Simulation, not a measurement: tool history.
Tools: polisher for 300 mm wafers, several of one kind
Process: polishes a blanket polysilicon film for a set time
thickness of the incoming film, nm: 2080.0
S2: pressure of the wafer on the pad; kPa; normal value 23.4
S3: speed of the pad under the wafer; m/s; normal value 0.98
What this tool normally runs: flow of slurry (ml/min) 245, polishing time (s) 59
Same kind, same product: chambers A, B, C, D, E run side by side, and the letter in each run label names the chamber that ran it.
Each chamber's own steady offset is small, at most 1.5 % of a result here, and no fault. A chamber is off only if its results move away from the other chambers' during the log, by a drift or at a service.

At hour 4.4: chamber E: head pressure recalibrated.
At hour 7.6: chamber D: slurry nozzle cleaned.
Run 1E, hour 10.2: usual settings. Result: film removed (Å) 5202.8.
Run 2C, hour 18.5: usual settings. Result: film removed (Å) 5126.2.
At hour 26.0: chamber D: worn pad replaced by a new one.
Run 3B, hour 32.2: usual settings. Result: film removed (Å) 5214.6.
Run 4A, hour 40.5: usual settings. Result: film removed (Å) 5073.7.
At hour 48.9: chamber C: worn pad replaced by a new one.
Run 5D, hour 54.0: usual settings. Result: film removed (Å) 5071.8.
At hour 54.5: chamber A: worn pad replaced by a new one.
At hour 62.6: chamber D: head pressure recalibrated.
Run 6E, hour 64.8: usual settings. Result: film removed (Å) 5149.0.
At hour 66.2: chamber E: worn pad replaced by a new one.
At hour 69.7: chamber B: worn pad replaced by a new one.
Run 7B, hour 74.1: usual settings. Result: film removed (Å) 5151.6.
Run 8D, hour 83.3: usual settings. Result: film removed (Å) 5068.7.
Run 9C, hour 92.7: usual settings. Result: film removed (Å) 5030.3.
At hour 103.0: chamber D: worn pad replaced by a new one.
Run 10A, hour 105.5: usual settings. Result: film removed (Å) 5115.7.
Run 11D, hour 120.9: usual settings. Result: film removed (Å) 5082.7.
Run 12C, hour 136.1: usual settings. Result: film removed (Å) 5040.9.
Run 13B, hour 151.3: usual settings. Result: film removed (Å) 5236.1.
At hour 151.8: chamber B: worn pad replaced by a new one.
Run 14E, hour 157.9: usual settings. Result: film removed (Å) 5134.2.
Run 15A, hour 168.7: usual settings but S3 1.28 m/s. Result: film removed (Å) 6631.5.
At hour 174.9: chamber A: head pressure recalibrated.
At hour 176.2: chamber D: worn pad replaced by a new one.
Run 16C, hour 181.8: usual settings but S3 1.28 m/s. Result: film removed (Å) 6664.3.
At hour 185.8: chamber E: worn pad replaced by a new one.
Run 17D, hour 194.3: usual settings but S3 1.28 m/s. Result: film removed (Å) 6764.6.
At hour 201.5: chamber C: worn pad replaced by a new one.
At hour 201.8: chamber C: head pressure recalibrated.
Run 18B, hour 203.7: usual settings but S3 1.28 m/s. Result: film removed (Å) 6838.0.
At hour 207.8: chamber A: worn pad replaced by a new one.
At hour 209.9: chamber E: slurry nozzle cleaned.
Run 19E, hour 215.6: usual settings but S3 1.28 m/s. Result: film removed (Å) 6835.9.
Run 20A, hour 229.3: usual settings. Result: film removed (Å) 5154.2.
At hour 233.4: chamber B: worn pad replaced by a new one.
Run 21E, hour 239.7: usual settings. Result: film removed (Å) 5088.5.
Run 22C, hour 247.5: usual settings but polishing time (s) 74. Result: film removed (Å) 6392.1.
At hour 253.9: chamber D: worn pad replaced by a new one.
Run 23B, hour 257.5: usual settings but polishing time (s) 74. Result: film removed (Å) 6496.3.
Run 24A, hour 264.2: usual settings but polishing time (s) 74. Result: film removed (Å) 6445.2.
At hour 265.0: chamber C: slurry nozzle cleaned.
Run 25D, hour 275.8: usual settings but polishing time (s) 74. Result: film removed (Å) 6348.0.
Run 26C, hour 290.1: usual settings but polishing time (s) 74. Result: film removed (Å) 6440.6.
Run 27D, hour 299.4: usual settings. Result: film removed (Å) 5027.6.
At hour 305.3: chamber B: worn pad replaced by a new one.
Run 28A, hour 307.3: usual settings. Result: film removed (Å) 5219.9.
Run 29B, hour 314.8: usual settings. Result: film removed (Å) 5204.8.
Run 30E, hour 324.2: usual settings. Result: film removed (Å) 5142.2.
At hour 326.9: chamber C: worn pad replaced by a new one.
At hour 328.1: chamber A: slurry nozzle cleaned.
At hour 334.5: chamber D: worn pad replaced by a new one.
Run 31C, hour 338.6: usual settings. Result: film removed (Å) 5193.3.
Run 32A, hour 351.1: usual settings. Result: film removed (Å) 5175.3.
Run 33D, hour 360.3: usual settings. Result: film removed (Å) 5102.8.

Is one chamber off against the others, does the gauge drift, or is nothing wrong? If a chamber is off, say which, and what the likeliest cause is.

Nothing is wrong: each chamber keeps only its own small, steady offset and the gauge holds still.
